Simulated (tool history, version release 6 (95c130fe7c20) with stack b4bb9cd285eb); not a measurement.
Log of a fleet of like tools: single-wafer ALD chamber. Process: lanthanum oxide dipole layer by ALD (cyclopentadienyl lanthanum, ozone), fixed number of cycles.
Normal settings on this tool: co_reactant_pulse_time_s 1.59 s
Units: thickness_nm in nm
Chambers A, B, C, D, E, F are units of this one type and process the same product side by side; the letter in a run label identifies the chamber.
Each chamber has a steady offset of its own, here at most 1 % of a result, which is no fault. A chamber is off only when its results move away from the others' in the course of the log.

run,hour,co_reactant_pulse_time_s,"read-back reference wafer on the same gauge, thickness_nm",thickness_nm
1C,5.7,1.59,0.62702,0.55239
2E,11.2,1.59,0.62721,0.55449
3F,14.6,1.59,0.62732,0.54969
4A,17.4,1.59,0.62744,0.55040
# hour 18.3: chamber F: ozone generator serviced
5D,22.1,1.59,0.62763,0.55960
6B,27.0,1.59,0.62744,0.55278
7C,33.3,1.59,0.62771,0.55285
8A,37.1,1.59,0.62754,0.55262
9B,43.3,1.89,0.62788,0.56391
10E,46.5,1.89,0.62808,0.56645
11F,51.1,1.89,0.62784,0.56047
12D,54.4,1.89,0.62819,0.57025
# hour 55.2: chamber B: thermocouple changed; heater temperature recalibrated
13E,59.6,1.89,0.62808,0.56614
14A,62.7,1.89,0.62823,0.56276
15D,69.1,1.59,0.62822,0.56058
16B,72.2,1.59,0.62838,0.55446
17F,76.7,1.59,0.62837,0.55103
18C,81.1,1.59,0.62843,0.55414
19C,86.2,1.59,0.62832,0.55404
20B,90.9,1.59,0.62872,0.55363
21F,95.4,1.59,0.62899,0.55175
22A,100.8,1.59,0.62899,0.55252
23D,107.0,1.59,0.62913,0.55891
24E,112.9,1.59,0.62914,0.55778
25E,116.3,1.59,0.62920,0.55715
26C,122.8,1.91,0.62950,0.56571
27F,127.8,1.91,0.62945,0.56279
# hour 131.5: chamber C: ozone generator serviced
28B,131.8,1.91,0.62941,0.56493
29D,135.6,1.91,0.62957,0.57215
30A,141.6,1.91,0.62981,0.56384
31C,144.7,1.91,0.62949,0.56570
32B,148.6,1.37,0.62978,0.54167
33E,154.5,1.37,0.62995,0.54372
34F,159.0,1.37,0.62983,0.53894
35D,162.0,1.37,0.63015,0.54831
36A,165.5,1.37,0.63025,0.54092
37E,170.5,1.37,0.63014,0.54483

Each of the 6 chambers runs these same settings next. Fill in every chamber's results:
38A,175.1,1.59,,?
38B,175.1,1.59,,?
38C,175.1,1.59,,?
38D,175.1,1.59,,?
38E,175.1,1.59,,?
38F,175.1,1.59,,?

run,thickness_nm
38A,0.55357
38B,0.55602
38C,0.55573
38D,0.56259
38E,0.55812
38F,0.55246
